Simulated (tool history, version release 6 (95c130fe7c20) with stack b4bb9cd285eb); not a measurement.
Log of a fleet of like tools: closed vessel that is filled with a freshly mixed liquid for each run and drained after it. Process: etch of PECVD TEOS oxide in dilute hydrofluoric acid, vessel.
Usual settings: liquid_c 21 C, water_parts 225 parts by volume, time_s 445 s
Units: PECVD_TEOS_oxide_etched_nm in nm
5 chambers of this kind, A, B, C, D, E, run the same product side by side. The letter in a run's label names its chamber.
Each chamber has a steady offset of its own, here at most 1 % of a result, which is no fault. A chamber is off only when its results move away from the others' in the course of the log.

run   hour  liquid_c  water_parts  time_s  hours since the thermometer was replaced  hours since the hydrofluoric acid flow meter was replaced  read-back film thickness of the PECVD TEOS oxide reference wafer, read on the same gauge (nm)  PECVD_TEOS_oxide_etched_nm
 1B    6.9        21          225     445                                     293.8                                                      607.8                                                                                         150.01                      21.622
 2A     13        21          225     445                                     751.3                                                      217.2                                                                                         150.03                      22.067
 3E   17.8        21          225     445                                     129.1                                                      498.4                                                                                         150.01                      21.705
 4D   24.2        21          225     445                                     588.5                                                      399.9                                                                                            150                      22.291
 5C   28.5        21          225     445                                     549.2                                                      741.3                                                                                         150.01                      21.954
 6C   35.1      19.5          190     445                                     555.8                                                      747.9                                                                                         150.02                      25.467
 7E   41.8      19.5          190     445                                     153.1                                                      522.4                                                                                         150.02                      25.367
 8B   47.6      19.5          190     445                                     334.5                                                      648.5                                                                                         149.99                      25.569
 9D   53.1      19.5          190     445                                     617.4                                                      428.8                                                                                         149.99                      25.744
10A     58      19.5          190     445                                     796.3                                                      262.2                                                                                         149.97                      25.684
11C   64.2        21          225     445                                     584.9                                                        777                                                                                         149.99                      22.029
12D   69.9        21          225     445                                     634.2                                                      445.6                                                                                         150.01                      22.203
13E   77.2        21          225     445                                     188.5                                                      557.8                                                                                         150.05                      21.683
14A   84.3        21          225     445                                     822.6                                                      288.5                                                                                         150.04                      22.328
15B   88.8        21          225     445                                     375.7                                                      689.7                                                                                         150.03                      21.582
16A   96.6        21          225     445                                     834.9                                                      300.8                                                                                         149.99                      22.532
17D    100        21          225     445                                     664.3                                                      475.7                                                                                         149.99                      21.891
18B  105.2        21          225     445                                     392.1                                                      706.1                                                                                         149.97                      21.269
19E  111.8        21          225     445                                     223.1                                                      592.4                                                                                         150.01                      21.798
20C  117.3      17.5          225     230                                       638                                                      830.1                                                                                            150                      9.8931
21A  120.9      17.5          225     230                                     859.2                                                      325.1                                                                                         150.03                       10.09
22E  126.2      17.5          225     230                                     237.5                                                      606.8                                                                                            150                      9.9534
23B  131.6      17.5          225     230                                     418.5                                                      732.5                                                                                         149.99                      9.4145
24C  139.2      17.5          225     230                                     659.9                                                        852                                                                                         150.02                      9.9479
25D  146.3        21          225     445                                     710.6                                                        522                                                                                         150.02                      22.101
26D    154        21          225     445                                     718.3                                                      529.7                                                                                         150.02                      22.313
27A  157.4        21          225     445                                     895.7                                                      361.6                                                                                         150.04                      22.556
28C  161.7        17          225     235                                     682.4                                                      874.5                                                                                         150.01                      9.7814
29B  168.2        17          225     235                                     455.1                                                      769.1                                                                                         150.01                      9.4471
30E  175.7        17          225     235                                       287                                                      656.3                                                                                         149.99                      9.9515
31B  181.2        17          225     235                                     468.1                                                      782.1                                                                                         150.01                      9.3327

Next, every chamber runs the same settings. What will each give?
32A  186.8        21          225     445                                                                                                                                                                                                                               ?
32B  186.8        21          225     445                                                                                                                                                                                                                               ?
32C  186.8        21          225     445                                                                                                                                                                                                                               ?
32D  186.8        21          225     445                                                                                                                                                                                                                               ?
32E  186.8        21          225     445                                                                                                                                                                                                                               ?

run  PECVD_TEOS_oxide_etched_nm
32A                      22.356
32B                       20.35
32C                      22.017
32D                      21.788
32E                      21.812

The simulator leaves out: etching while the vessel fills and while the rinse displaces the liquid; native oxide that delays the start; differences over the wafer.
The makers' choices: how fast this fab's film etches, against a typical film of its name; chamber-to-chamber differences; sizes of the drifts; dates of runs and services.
